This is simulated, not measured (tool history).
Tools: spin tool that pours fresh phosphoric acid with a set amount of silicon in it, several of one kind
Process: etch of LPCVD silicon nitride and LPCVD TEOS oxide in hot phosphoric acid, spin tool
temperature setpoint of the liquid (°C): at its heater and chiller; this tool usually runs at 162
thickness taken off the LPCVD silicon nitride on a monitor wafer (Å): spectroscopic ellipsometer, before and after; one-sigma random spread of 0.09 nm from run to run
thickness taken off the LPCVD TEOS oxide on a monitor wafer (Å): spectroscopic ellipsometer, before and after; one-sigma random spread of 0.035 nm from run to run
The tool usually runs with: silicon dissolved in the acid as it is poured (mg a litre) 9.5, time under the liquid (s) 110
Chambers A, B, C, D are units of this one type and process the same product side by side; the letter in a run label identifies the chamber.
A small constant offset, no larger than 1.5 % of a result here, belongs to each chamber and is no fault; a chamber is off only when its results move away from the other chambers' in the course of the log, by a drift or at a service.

run    day  temperature setpoint of the liquid (°C)  silicon dissolved in the acid as it is poured (mg a litre)  time under the liquid (s)  hours since the thermometer was replaced  hours since the dissolved silicon flow meter was replaced  hours since the heated supply line was repaired  read-back film thickness of the LPCVD silicon nitride reference wafer, read on the same gauge (nm)  read-back film thickness of the LPCVD TEOS oxide reference wafer, read on the same gauge (nm)  thickness taken off the LPCVD silicon nitride on a monitor wafer (Å)  thickness taken off the LPCVD TEOS oxide on a monitor wafer (Å)
 1A  0.262                                      162                                                         9.5                        110                                     504.6                                                     1369.3                                           1416.7                                                                                              29.983                                                                                         30.025                                                                99.132                                                           5.8886
 2B  0.492                                      162                                                         9.5                        110                                     296.5                                                       55.3                                            477.3                                                                                              30.001                                                                                         30.000                                                                99.964                                                           6.1319
 3C  0.683                                      162                                                         9.5                        110                                     220.7                                                      416.8                                            488.4                                                                                              29.988                                                                                         29.973                                                                99.522                                                           6.1131
 4D  0.833                                      162                                                         9.5                        110                                    1728.0                                                       54.2                                           2440.4                                                                                              30.003                                                                                         30.000                                                                99.140                                                           5.3265
 5C  1.104                                      162                                                         9.5                        110                                     230.8                                                      426.9                                            498.5                                                                                              30.020                                                                                         29.986                                                                98.146                                                           6.5622
 6B  1.312                                      161                                                         9.5                         65                                     316.2                                                       75.0                                            497.0                                                                                              29.984                                                                                         30.030                                                                56.083                                                           2.9498
 7A  1.492                                      161                                                         9.5                         65                                     534.1                                                     1398.8                                           1446.2                                                                                              29.992                                                                                         30.016                                                                55.664                                                           3.4700
 8D  1.700                                      161                                                         9.5                         65                                    1748.8                                                       75.0                                           2461.2                                                                                              30.006                                                                                         29.940                                                                56.817                                                           3.2739
 9D  1.825                                      161                                                         9.5                         65                                    1751.8                                                       78.0                                           2464.2                                                                                              29.989                                                                                         30.017                                                                55.797                                                           3.2811
10A  1.975                                      162                                                         9.5                        110                                     545.7                                                     1410.4                                           1457.8                                                                                              29.982                                                                                         30.022                                                                97.902                                                           6.4151
11B  2.108                                      163                                                         9.5                        160                                     335.3                                                       94.1                                            516.1                                                                                              29.973                                                                                         30.014                                                               149.710                                                           9.5145
12C  2.362                                      163                                                         9.5                        160                                     261.0                                                      457.1                                            528.7                                                                                              30.000                                                                                         30.038                                                               151.360                                                           8.8683
13A  2.608                                      163                                                         9.5                        160                                     560.9                                                     1425.6                                           1473.0                                                                                              29.992                                                                                         29.971                                                               147.280                                                           8.7520
14C  2.758                                      163                                                         9.5                        160                                     270.5                                                      466.6                                            538.2                                                                                              29.986                                                                                         30.030                                                               149.090                                                           9.2950
15D  2.958                                      164                                                         9.5                        110                                    1779.0                                                      105.2                                           2491.4                                                                                              29.963                                                                                         30.004                                                               105.530                                                           6.9969
16B  3.100                                      164                                                         9.5                        110                                     359.1                                                      117.9                                            539.9                                                                                              30.020                                                                                         30.010                                                               104.330                                                           6.7503
17D  3.229                                      164                                                         9.5                        110                                    1785.5                                                      111.7                                           2497.9                                                                                              30.000                                                                                         30.028                                                               106.430                                                           7.7334
18C  3.404                                      164                                                         9.5                        110                                     286.0                                                      482.1                                            553.7                                                                                              29.963                                                                                         30.020                                                               105.820                                                           6.5051
19A  3.650                                      162                                                         9.5                        110                                     585.9                                                     1450.6                                           1498.0                                                                                              29.985                                                                                         30.002                                                                97.773                                                           6.5964
20B  3.896                                      162                                                         9.5                        110                                     378.2                                                      137.0                                            559.0                                                                                              30.024                                                                                         29.999                                                                94.185                                                           5.2568
21A  4.029                                      162                                                         9.5                        110                                     595.0                                                     1459.7                                           1507.1                                                                                              30.019                                                                                         30.000                                                                97.092                                                           6.1766
22B  4.242                                      162                                                         9.5                        110                                     386.5                                                      145.3                                            567.3                                                                                              29.986                                                                                         30.016                                                                95.080                                                           5.4426
23D  4.508                                      162                                                         9.5                        110                                    1816.2                                                      142.4                                           2528.6                                                                                              29.991                                                                                         29.999                                                                99.662                                                           6.0606
24C  4.779                                      162                                                         9.5                        110                                     319.0                                                      515.1                                            586.7                                                                                              30.023                                                                                         29.990                                                                99.108                                                           5.9987
25D  4.908                                      162                                                         9.5                        110                                    1825.8                                                      152.0                                           2538.2                                                                                              29.998                                                                                         29.998                                                                99.298                                                           6.6570
26A  5.158                                      163                                                        12.5                        110                                     622.1                                                     1486.8                                           1534.2                                                                                              30.013                                                                                         30.008                                                               102.260                                                           5.8215
27B  5.421                                      163                                                        12.5                        110                                     414.8                                                      173.6                                            595.6                                                                                              30.009                                                                                         29.978                                                                97.352                                                           5.0815
28C  5.592                                      163                                                        12.5                        110                                     338.5                                                      534.6                                            606.2                                                                                              29.970                                                                                         30.023                                                               103.770                                                           6.5641
29B  5.758                                      163                                                        12.5                        110                                     422.9                                                      181.7                                            603.7                                                                                              30.004                                                                                         30.021                                                                93.484                                                           4.7105
     5.796  -- chamber A: dissolved silicon flow meter replaced
30D  5.975                                      162                                                         9.5                        110                                    1851.4                                                      177.6                                           2563.8                                                                                              30.001                                                                                         30.062                                                                99.799                                                           6.1509
31C  6.125                                      162                                                         9.5                        110                                     351.3                                                      547.4                                            619.0                                                                                              29.972                                                                                         29.998                                                                99.220                                                           5.8339
32A  6.346                                      162                                                         9.5                        110                                     650.6                                                       13.2                                           1562.7                                                                                              29.992                                                                                         29.990                                                                99.447                                                           5.8969
33A  6.475                                      162                                                         9.5                        110                                     653.7                                                       16.3                                           1565.8                                                                                              29.972                                                                                         29.966                                                                97.763                                                           5.8174
34D  6.675                                      162                                                         9.5                        110                                    1868.2                                                      194.4                                           2580.6                                                                                              30.008                                                                                         29.992                                                                99.998                                                           6.5417
     6.746  -- chamber C: heated supply line repaired
35C  6.804                                      162                                                         9.5                        155                                     367.6                                                      563.7                                              1.5                                                                                              29.992                                                                                         29.998                                                               141.150                                                           7.9199
36B  6.942                                      162                                                         9.5                        155                                     451.3                                                      210.1                                            632.1                                                                                              29.999                                                                                         30.003                                                               127.080                                                           5.6645

Next, every chamber runs the same settings. What will each give?
37A  7.138                                      162                                                         9.5                        110                                                                                                                                                                                                                                                                                                                                                                                                                              ?                                                                ?
37B  7.138                                      162                                                         9.5                        110                                                                                                                                                                                                                                                                                                                                                                                                                              ?                                                                ?
37C  7.138                                      162                                                         9.5                        110                                                                                                                                                                                                                                                                                                                                                                                                                              ?                                                                ?
37D  7.138                                      162                                                         9.5                        110                                                                                                                                                                                                                                                                                                                                                                                                                              ?                                                                ?

run  thickness taken off the LPCVD silicon nitride on a monitor wafer (Å)  thickness taken off the LPCVD TEOS oxide on a monitor wafer (Å)
37A                                                                96.913                                                           5.8110
37B                                                                89.746                                                           4.3836
37C                                                               101.000                                                           5.7688
37D                                                               101.410                                                           5.9642
